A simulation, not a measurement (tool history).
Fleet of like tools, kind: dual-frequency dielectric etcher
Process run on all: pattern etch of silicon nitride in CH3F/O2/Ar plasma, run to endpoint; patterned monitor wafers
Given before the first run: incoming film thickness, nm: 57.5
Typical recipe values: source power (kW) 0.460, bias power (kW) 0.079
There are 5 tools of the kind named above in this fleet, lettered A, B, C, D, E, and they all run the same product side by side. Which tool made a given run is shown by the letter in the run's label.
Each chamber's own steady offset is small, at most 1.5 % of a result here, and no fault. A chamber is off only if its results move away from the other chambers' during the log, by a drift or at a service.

run,hour,source power (kW),bias power (kW),endpoint time (s)
1E,14.6,0.460,0.079,77.050
2A,25.8,0.460,0.079,76.269
3B,32.9,0.460,0.079,76.810
4C,47.5,0.460,0.079,75.622
5D,59.2,0.460,0.079,77.043
6D,72.6,0.580,0.067,75.120
7A,88.6,0.580,0.067,73.377
8C,98.3,0.580,0.067,73.773
9B,111.6,0.580,0.067,74.855
10E,127.6,0.580,0.067,74.268
11A,138.2,0.460,0.079,75.676
12C,146.0,0.390,0.069,85.186
13E,156.8,0.390,0.069,84.625
14D,170.9,0.390,0.069,86.182
# hour 174.2: chamber C: wet clean of the chamber
15B,181.0,0.390,0.069,85.029
16D,194.4,0.390,0.069,86.314
17A,206.8,0.350,0.072,86.956
18E,219.2,0.350,0.072,88.482
# hour 223.6: chamber A: wet clean of the chamber
19C,227.4,0.350,0.072,88.804
20B,237.5,0.350,0.072,88.037
21E,253.4,0.350,0.072,86.603
22A,261.9,0.460,0.079,76.012
23D,276.8,0.460,0.079,77.592
24B,288.4,0.460,0.079,77.372
25C,302.5,0.460,0.079,75.125
26D,318.6,0.460,0.079,77.943
27A,327.5,0.460,0.079,75.223
28B,342.4,0.580,0.079,70.709
29E,356.7,0.580,0.079,69.833
30C,366.8,0.580,0.079,69.879
31A,375.0,0.580,0.079,70.203
32B,385.9,0.580,0.079,69.949
33C,393.1,0.460,0.079,76.390

Next, all 5 chambers run the settings below, one line each with question marks for the results. What does each chamber give?
34A,404.7,0.460,0.079,?
34B,404.7,0.460,0.079,?
34C,404.7,0.460,0.079,?
34D,404.7,0.460,0.079,?
34E,404.7,0.460,0.079,?

run,endpoint time (s)
34A,75.643
34B,76.335
34C,75.621
34D,77.431
34E,76.644
